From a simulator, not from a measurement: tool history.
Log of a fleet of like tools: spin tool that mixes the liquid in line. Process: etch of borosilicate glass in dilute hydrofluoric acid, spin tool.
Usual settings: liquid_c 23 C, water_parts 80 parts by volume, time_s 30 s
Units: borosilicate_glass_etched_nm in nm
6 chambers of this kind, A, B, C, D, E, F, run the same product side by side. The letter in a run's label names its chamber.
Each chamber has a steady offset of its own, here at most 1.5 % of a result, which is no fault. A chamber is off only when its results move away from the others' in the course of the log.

run   hour  liquid_c  water_parts  time_s  hours since the thermometer was replaced  hours since the hydrofluoric acid flow meter was replaced  read-back film thickness of the borosilicate glass reference wafer, read on the same gauge (nm)  borosilicate_glass_etched_nm
 1D    9.3        23           80      30                                      44.4                                                     1276.1                                                                                            89.98                        13.276
 2C   21.6        23           80      30                                    1909.4                                                       74.9                                                                                           90.008                        13.656
 3A   27.5        23           80      30                                     995.3                                                      842.1                                                                                           89.973                        13.459
 4E   34.5        23           80      30                                      47.9                                                       49.6                                                                                           89.964                        13.477
 5F     42        23           80      30                                    1069.4                                                     1449.2                                                                                            90.01                        13.469
 6B     51        23           80      30                                     686.3                                                      211.8                                                                                           89.994                        13.323
 7A   58.1        23           80      30                                    1025.9                                                      872.7                                                                                           89.973                         13.49
 8F   65.3        19           80      30                                    1092.7                                                     1472.5                                                                                            89.95                        11.246
 9C   75.8        19           80      30                                    1963.6                                                      129.1                                                                                           90.006                        11.543
10D     84        19           80      30                                     119.1                                                     1350.8                                                                                            90.03                        11.298
11B   92.3        19           80      30                                     727.6                                                      253.1                                                                                           90.035                        11.366
12E  103.7        19           80      30                                     117.1                                                      118.8                                                                                           90.003                        11.343
13B  113.8        19           80      30                                     749.1                                                      274.6                                                                                           89.985                         11.36
14D  123.7        23           80      30                                     158.8                                                     1390.5                                                                                           90.032                        13.428
15C  136.6        23          105      45                                    2024.4                                                      189.9                                                                                           90.021                        15.062
16A  143.6        23          105      45                                    1111.4                                                      958.2                                                                                           90.026                        15.106
17F  151.3        23          105      45                                    1178.7                                                     1558.5                                                                                           89.978                        14.838
18E  159.5        23          105      45                                     172.9                                                      174.6                                                                                           90.012                        15.012
19A  168.9        23          105      45                                    1136.7                                                      983.5                                                                                           89.969                        15.262
20D  181.6        23          105      45                                     216.7                                                     1448.4                                                                                           90.066                        14.781
21F  194.5        23           80      30                                    1221.9                                                     1601.7                                                                                           90.018                        13.365
     200.6  -- chamber C: thermometer replaced
22C  203.7        23           80      30                                       3.2                                                        257                                                                                           90.012                        13.596
23E  214.1        23           80      30                                     227.5                                                      229.2                                                                                           90.017                        13.482
24B  219.7        23           80      30                                       855                                                      380.5                                                                                           90.009                        13.431
25F  227.9        23           80      30                                    1255.3                                                     1635.1                                                                                           90.053                        13.399
26B  234.1        23           80      30                                     869.4                                                      394.9                                                                                           90.004                        13.239
27E  241.3      25.5           80      15                                     254.7                                                      256.4                                                                                           90.025                        7.4745
28A  251.5      25.5           80      15                                    1219.3                                                     1066.1                                                                                           89.952                        7.6591
29D  261.4      25.5           80      15                                     296.5                                                     1528.2                                                                                           89.977                        7.3163
30C  270.3      25.5           80      15                                      69.8                                                      323.6                                                                                            90.04                        7.4436
31C  276.3      25.5           80      15                                      75.8                                                      329.6                                                                                               90                        7.5171
32D  285.3      25.5           80      15                                     320.4                                                     1552.1                                                                                           90.001                         7.384
33B  291.7        23           80      30                                       927                                                      452.5                                                                                            90.02                        13.238
     303.3  -- chamber C: hydrofluoric acid flow meter replaced
34E  304.2      25.5           80      20                                     317.6                                                      319.3                                                                                           89.992                        9.9586
     309.9  -- chamber B: hydrofluoric acid flow meter replaced
35A  312.9      25.5           80      20                                    1280.7                                                     1127.5                                                                                           89.982                        10.342
36F  318.4      25.5           80      20                                    1345.8                                                     1725.6                                                                                           90.021                        9.9428
37D  325.8      25.5           80      20                                     360.9                                                     1592.6                                                                                           90.018                        9.7826
38B  335.8      25.5           80      20                                     971.1                                                       25.9                                                                                           90.011                        9.8788
39E  347.5      25.5           80      20                                     360.9                                                      362.6                                                                                            89.99                        9.9359
40C  357.3        23           80      30                                     156.8                                                       54.1                                                                                           89.993                        13.508
41F  363.8        23           80      30                                    1391.2                                                       1771                                                                                            89.98                        13.514
42A  369.7        23           80      30                                    1337.5                                                     1184.3                                                                                            90.01                        14.142

Next, every chamber runs the same settings. What will each give?
43A  378.9        23           80      30                                                                                                                                                                                                                                   ?
43B  378.9        23           80      30                                                                                                                                                                                                                                   ?
43C  378.9        23           80      30                                                                                                                                                                                                                                   ?
43D  378.9        23           80      30                                                                                                                                                                                                                                   ?
43E  378.9        23           80      30                                                                                                                                                                                                                                   ?
43F  378.9        23           80      30                                                                                                                                                                                                                                   ?

run  borosilicate_glass_etched_nm
43A                         14.34
43B                        13.323
43C                        13.487
43D                          13.3
43E                        13.433
43F                        13.473
